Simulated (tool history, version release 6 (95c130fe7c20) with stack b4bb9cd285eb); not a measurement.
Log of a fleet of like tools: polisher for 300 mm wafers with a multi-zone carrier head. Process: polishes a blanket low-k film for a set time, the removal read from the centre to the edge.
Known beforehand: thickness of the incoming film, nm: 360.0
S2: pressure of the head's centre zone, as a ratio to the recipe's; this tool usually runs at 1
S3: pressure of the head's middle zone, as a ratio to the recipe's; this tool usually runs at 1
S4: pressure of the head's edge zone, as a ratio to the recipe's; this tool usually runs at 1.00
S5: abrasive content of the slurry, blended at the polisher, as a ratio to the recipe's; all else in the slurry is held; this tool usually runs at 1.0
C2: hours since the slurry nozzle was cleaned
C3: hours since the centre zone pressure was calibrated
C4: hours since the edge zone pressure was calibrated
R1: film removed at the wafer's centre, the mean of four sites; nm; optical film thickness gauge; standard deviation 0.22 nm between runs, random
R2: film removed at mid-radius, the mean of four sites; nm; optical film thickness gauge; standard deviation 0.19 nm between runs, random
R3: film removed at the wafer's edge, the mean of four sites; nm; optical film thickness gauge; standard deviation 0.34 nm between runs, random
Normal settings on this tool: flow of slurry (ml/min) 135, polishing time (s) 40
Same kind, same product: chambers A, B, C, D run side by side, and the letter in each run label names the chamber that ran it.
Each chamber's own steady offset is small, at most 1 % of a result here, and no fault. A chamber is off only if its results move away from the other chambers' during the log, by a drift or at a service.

Run 1A, hour 4.4: usual settings; wafers polished on this pad 101; C2 88.1; C3 121.1; C4 276.8. Result: R1 23.145 nm, R2 23.152 nm, R3 23.061 nm.
Run 2B, hour 12.7: usual settings; wafers polished on this pad 378; C2 265.1; C3 185.5; C4 451.5. Result: R1 22.831 nm, R2 22.996 nm, R3 23.041 nm.
Run 3D, hour 22.6: usual settings; wafers polished on this pad 1091; C2 259.1; C3 254.8; C4 555.3. Result: R1 23.266 nm, R2 23.087 nm, R3 23.396 nm.
At hour 24.8: chamber C: slurry nozzle cleaned.
At hour 27.8: chamber D: worn pad replaced by a new one.
At hour 30.9: chamber C: edge zone pressure recalibrated.
Run 4C, hour 31.3: usual settings; wafers polished on this pad 703; C2 6.6; C3 632.7; C4 0.5. Result: R1 23.108 nm, R2 23.407 nm, R3 22.379 nm.
Run 5C, hour 36.0: usual settings; wafers polished on this pad 761; C2 11.3; C3 637.4; C4 5.2. Result: R1 23.116 nm, R2 23.047 nm, R3 23.152 nm.
At hour 40.5: chamber C: worn pad replaced by a new one.
Run 6B, hour 42.4: usual settings; wafers polished on this pad 740; C2 294.8; C3 215.2; C4 481.2. Result: R1 23.073 nm, R2 22.287 nm, R3 23.075 nm.
Run 7D, hour 51.7: usual settings; wafers polished on this pad 291; C2 288.2; C3 283.9; C4 584.4. Result: R1 23.283 nm, R2 23.511 nm, R3 23.310 nm.
At hour 58.3: chamber B: worn pad replaced by a new one.
Run 8A, hour 61.2: usual settings; wafers polished on this pad 794; C2 144.9; C3 177.9; C4 333.6. Result: R1 22.129 nm, R2 23.069 nm, R3 22.869 nm.
At hour 64.4: chamber A: worn pad replaced by a new one.
Run 9C, hour 69.5: usual settings but S4 1.05; wafers polished on this pad 354; C2 44.8; C3 670.9; C4 38.7. Result: R1 22.929 nm, R2 23.097 nm, R3 23.875 nm.
Run 10D, hour 74.6: usual settings but S4 1.05; wafers polished on this pad 570; C2 311.1; C3 306.8; C4 607.3. Result: R1 23.178 nm, R2 22.808 nm, R3 23.502 nm.
At hour 76.7: chamber B: edge zone pressure recalibrated.
Run 11A, hour 81.7: usual settings but S4 1.05; wafers polished on this pad 211; C2 165.4; C3 198.4; C4 354.1. Result: R1 22.153 nm, R2 23.140 nm, R3 22.961 nm.
Run 12B, hour 90.1: usual settings but S4 1.05; wafers polished on this pad 388; C2 342.5; C3 262.9; C4 13.5. Result: R1 23.022 nm, R2 22.839 nm, R3 23.513 nm.
Run 13C, hour 96.5: usual settings; wafers polished on this pad 683; C2 71.8; C3 697.9; C4 65.7. Result: R1 23.101 nm, R2 23.146 nm, R3 22.955 nm.
Run 14B, hour 102.9: usual settings; wafers polished on this pad 545; C2 355.3; C3 275.7; C4 26.3. Result: R1 22.875 nm, R2 22.975 nm, R3 23.521 nm.
At hour 104.0: chamber C: worn pad replaced by a new one.
Run 15A, hour 110.7: usual settings; wafers polished on this pad 564; C2 194.4; C3 227.4; C4 383.1. Result: R1 21.598 nm, R2 23.061 nm, R3 22.733 nm.
Run 16D, hour 115.4: usual settings; wafers polished on this pad 1068; C2 351.9; C3 347.6; C4 648.1. Result: R1 23.367 nm, R2 22.864 nm, R3 23.104 nm.
Run 17D, hour 120.6: usual settings; wafers polished on this pad 1132; C2 357.1; C3 352.8; C4 653.3. Result: R1 23.677 nm, R2 22.756 nm, R3 23.466 nm.
At hour 126.5: chamber A: worn pad replaced by a new one.
At hour 127.0: chamber D: worn pad replaced by a new one.
Run 18B, hour 129.9: usual settings; wafers polished on this pad 874; C2 382.3; C3 302.7; C4 53.3. Result: R1 22.544 nm, R2 23.173 nm, R3 23.034 nm.
Run 19C, hour 139.8: usual settings; wafers polished on this pad 436; C2 115.1; C3 741.2; C4 109.0. Result: R1 23.056 nm, R2 23.160 nm, R3 23.182 nm.
At hour 145.6: chamber B: worn pad replaced by a new one.
Run 20A, hour 147.9: usual settings; wafers polished on this pad 261; C2 231.6; C3 264.6; C4 420.3. Result: R1 20.956 nm, R2 22.764 nm, R3 22.613 nm.
Run 21C, hour 157.2: usual settings; wafers polished on this pad 649; C2 132.5; C3 758.6; C4 126.4. Result: R1 23.054 nm, R2 23.304 nm, R3 23.113 nm.
Run 22A, hour 167.2: usual settings; wafers polished on this pad 496; C2 250.9; C3 283.9; C4 439.6. Result: R1 20.607 nm, R2 23.014 nm, R3 23.029 nm.
At hour 169.5: chamber C: worn pad replaced by a new one.
Run 23B, hour 173.7: usual settings but S5 1.2, polishing time (s) 49; wafers polished on this pad 343; C2 426.1; C3 346.5; C4 97.1. Result: R1 30.152 nm, R2 30.035 nm, R3 30.816 nm.
Run 24D, hour 178.8: usual settings but S5 1.2, polishing time (s) 49; wafers polished on this pad 632; C2 415.3; C3 411.0; C4 711.5. Result: R1 30.735 nm, R2 30.514 nm, R3 30.713 nm.
Run 25C, hour 183.5: usual settings but S5 1.2, polishing time (s) 49; wafers polished on this pad 171; C2 158.8; C3 784.9; C4 152.7. Result: R1 30.456 nm, R2 30.928 nm, R3 30.711 nm.
Run 26D, hour 191.9: usual settings but S5 1.2, polishing time (s) 49; wafers polished on this pad 792; C2 428.4; C3 424.1; C4 724.6. Result: R1 31.106 nm, R2 30.654 nm, R3 29.877 nm.
At hour 197.2: chamber A: worn pad replaced by a new one.
Run 27A, hour 197.6: usual settings; wafers polished on this pad 5; C2 281.3; C3 314.3; C4 470.0. Result: R1 20.103 nm, R2 22.987 nm, R3 22.777 nm.

Read the log: is a single chamber off, either drifting away or since a service, is the gauge that measures every chamber drifting, or is nothing wrong beyond small per-chamber offsets? Name any odd chamber and what most likely caused it.

It is chamber A that slowly wanders off from its peers.
Cause: centre zone's pressure below its setpoint, % = 11.8.

Here are 4 candidates for chamber A's next run, each the usual settings with a change, their results left as question marks. Which one brings its results back in line with what the others give on the usual settings?
A result is in line if it is within this distance of the other chambers' mean on the usual settings: R1 0.780 nm; R2 0.670 nm; R3 1.200 nm
Run 28A-1, hour 204.9: usual settings but S2 1.04, S3 0.99, S4 0.99. Result: R1 ?, R2 ?, R3 ?.
Run 28A-2, hour 204.9: usual settings but flow of slurry (ml/min) 130, S2 0.90, S3 1.03, S4 1.03, polishing time (s) 39. Result: R1 ?, R2 ?, R3 ?.
Run 28A-3, hour 204.9: usual settings but S2 0.96, S3 1.01, S4 1.01. Result: R1 ?, R2 ?, R3 ?.
Run 28A-4, hour 204.9: usual settings but flow of slurry (ml/min) 140, S2 1.11, S3 0.97, S4 0.97, polishing time (s) 41. Result: R1 ?, R2 ?, R3 ?.

Mean of the other chambers on the usual settings: R1 23.026 nm; R2 22.975 nm; R3 23.045 nm
  run      R1      R2      R3
28A-1  20.975  22.719  22.650
28A-2  17.212  22.798  22.414
28A-3  19.169  23.146  22.885
28A-4  23.314  23.022  23.097
28A-4 is the one that brings the chamber's results back in line with the other chambers.

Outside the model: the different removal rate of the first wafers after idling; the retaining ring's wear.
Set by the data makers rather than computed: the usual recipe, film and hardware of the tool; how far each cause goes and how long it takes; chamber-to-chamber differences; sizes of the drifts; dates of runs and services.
